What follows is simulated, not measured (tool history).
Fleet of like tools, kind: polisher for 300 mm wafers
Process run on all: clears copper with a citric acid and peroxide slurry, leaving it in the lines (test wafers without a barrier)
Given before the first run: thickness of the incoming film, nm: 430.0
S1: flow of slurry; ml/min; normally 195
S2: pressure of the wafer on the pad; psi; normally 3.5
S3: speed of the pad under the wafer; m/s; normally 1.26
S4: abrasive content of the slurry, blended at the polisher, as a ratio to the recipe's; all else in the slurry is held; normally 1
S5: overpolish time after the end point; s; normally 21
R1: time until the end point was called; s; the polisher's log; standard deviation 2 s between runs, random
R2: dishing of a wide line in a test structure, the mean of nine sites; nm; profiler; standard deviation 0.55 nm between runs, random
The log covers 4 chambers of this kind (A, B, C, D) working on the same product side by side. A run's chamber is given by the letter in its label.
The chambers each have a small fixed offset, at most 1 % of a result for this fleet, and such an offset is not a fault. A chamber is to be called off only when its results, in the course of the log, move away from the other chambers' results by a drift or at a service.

Run 1C, hour 2.7: usual settings. Result: R1 139.9 s, R2 44.098 nm.
Run 2A, hour 5.4: usual settings. Result: R1 136.96 s, R2 44.78 nm.
Run 3D, hour 10.7: usual settings. Result: R1 142.95 s, R2 43.606 nm.
Run 4B, hour 15.1: usual settings. Result: R1 137.53 s, R2 43.648 nm.
At hour 16.4: chamber D: slurry blender recalibrated.
Run 5D, hour 18.3: usual settings. Result: R1 134.41 s, R2 44.231 nm.
Run 6C, hour 20.9: usual settings. Result: R1 140.66 s, R2 45.239 nm.
Run 7A, hour 24: usual settings. Result: R1 140.17 s, R2 44.818 nm.
Run 8B, hour 26.9: usual settings. Result: R1 139.55 s, R2 43.816 nm.
Run 9C, hour 30.5: usual settings. Result: R1 140.6 s, R2 43.501 nm.
Run 10A, hour 35.2: usual settings. Result: R1 140.49 s, R2 44.73 nm.
At hour 35.5: chamber C: worn pad replaced by a new one.
At hour 38.3: chamber B: worn pad replaced by a new one.
Run 11D, hour 40.3: usual settings. Result: R1 141.88 s, R2 43.255 nm.
At hour 44.1: chamber A: head pressure recalibrated.
Run 12B, hour 45: usual settings but S4 0.8. Result: R1 150.56 s, R2 41.261 nm.
Run 13C, hour 48: usual settings but S4 0.8. Result: R1 149.32 s, R2 42.761 nm.
Run 14A, hour 53.6: usual settings but S4 0.8. Result: R1 151.02 s, R2 43.273 nm.
Run 15B, hour 57.6: usual settings but S4 0.8. Result: R1 148.31 s, R2 42.409 nm.
Run 16D, hour 62.5: usual settings. Result: R1 142.24 s, R2 43.08 nm.
Run 17B, hour 68.2: usual settings. Result: R1 140.82 s, R2 43.573 nm.
Run 18C, hour 71.4: usual settings. Result: R1 140.68 s, R2 44.245 nm.
Run 19D, hour 75.3: usual settings. Result: R1 146.34 s, R2 42.611 nm.
Run 20A, hour 77.9: usual settings but S5 28 s. Result: R1 142.74 s, R2 57.378 nm.
Run 21A, hour 82.4: usual settings but S5 28 s. Result: R1 141.17 s, R2 56.454 nm.
At hour 84.8: chamber B: slurry blender recalibrated.
Run 22C, hour 85.1: usual settings but S5 28 s. Result: R1 138.76 s, R2 55.336 nm.
Run 23B, hour 90.1: usual settings but S5 28 s. Result: R1 139.39 s, R2 56.781 nm.
Run 24D, hour 93.5: usual settings but S5 33 s. Result: R1 150.74 s, R2 60.183 nm.
Run 25C, hour 98.9: usual settings but S5 33 s. Result: R1 136.65 s, R2 63.963 nm.
Run 26D, hour 103: usual settings but S5 33 s. Result: R1 151.76 s, R2 60.901 nm.
Run 27B, hour 108: usual settings but S5 33 s. Result: R1 142.61 s, R2 64.62 nm.
Run 28A, hour 113.1: usual settings. Result: R1 142.5 s, R2 44.606 nm.
Run 29D, hour 116.2: usual settings. Result: R1 151.51 s, R2 40.652 nm.
At hour 116.5: chamber A: worn pad replaced by a new one.
Run 30B, hour 119.4: usual settings. Result: R1 141.37 s, R2 44.549 nm.
Run 31A, hour 125.2: usual settings. Result: R1 141.31 s, R2 44.572 nm.
Run 32C, hour 128.5: usual settings. Result: R1 137.2 s, R2 44.192 nm.
Run 33B, hour 131.7: usual settings. Result: R1 139.48 s, R2 43.931 nm.
At hour 136.5: chamber D: slurry nozzle cleaned.
Run 34D, hour 137: usual settings. Result: R1 157.84 s, R2 39.673 nm.

Next, every chamber runs the same settings. What will each give?
Run 35A, hour 141.2: usual settings. Result: R1 ?, R2 ?.
Run 35B, hour 141.2: usual settings. Result: R1 ?, R2 ?.
Run 35C, hour 141.2: usual settings. Result: R1 ?, R2 ?.
Run 35D, hour 141.2: usual settings. Result: R1 ?, R2 ?.

run      R1      R2
35A  138.35  45.002
35B  135.36  43.969
35C  143.99  45.283
35D  158.37  40.166

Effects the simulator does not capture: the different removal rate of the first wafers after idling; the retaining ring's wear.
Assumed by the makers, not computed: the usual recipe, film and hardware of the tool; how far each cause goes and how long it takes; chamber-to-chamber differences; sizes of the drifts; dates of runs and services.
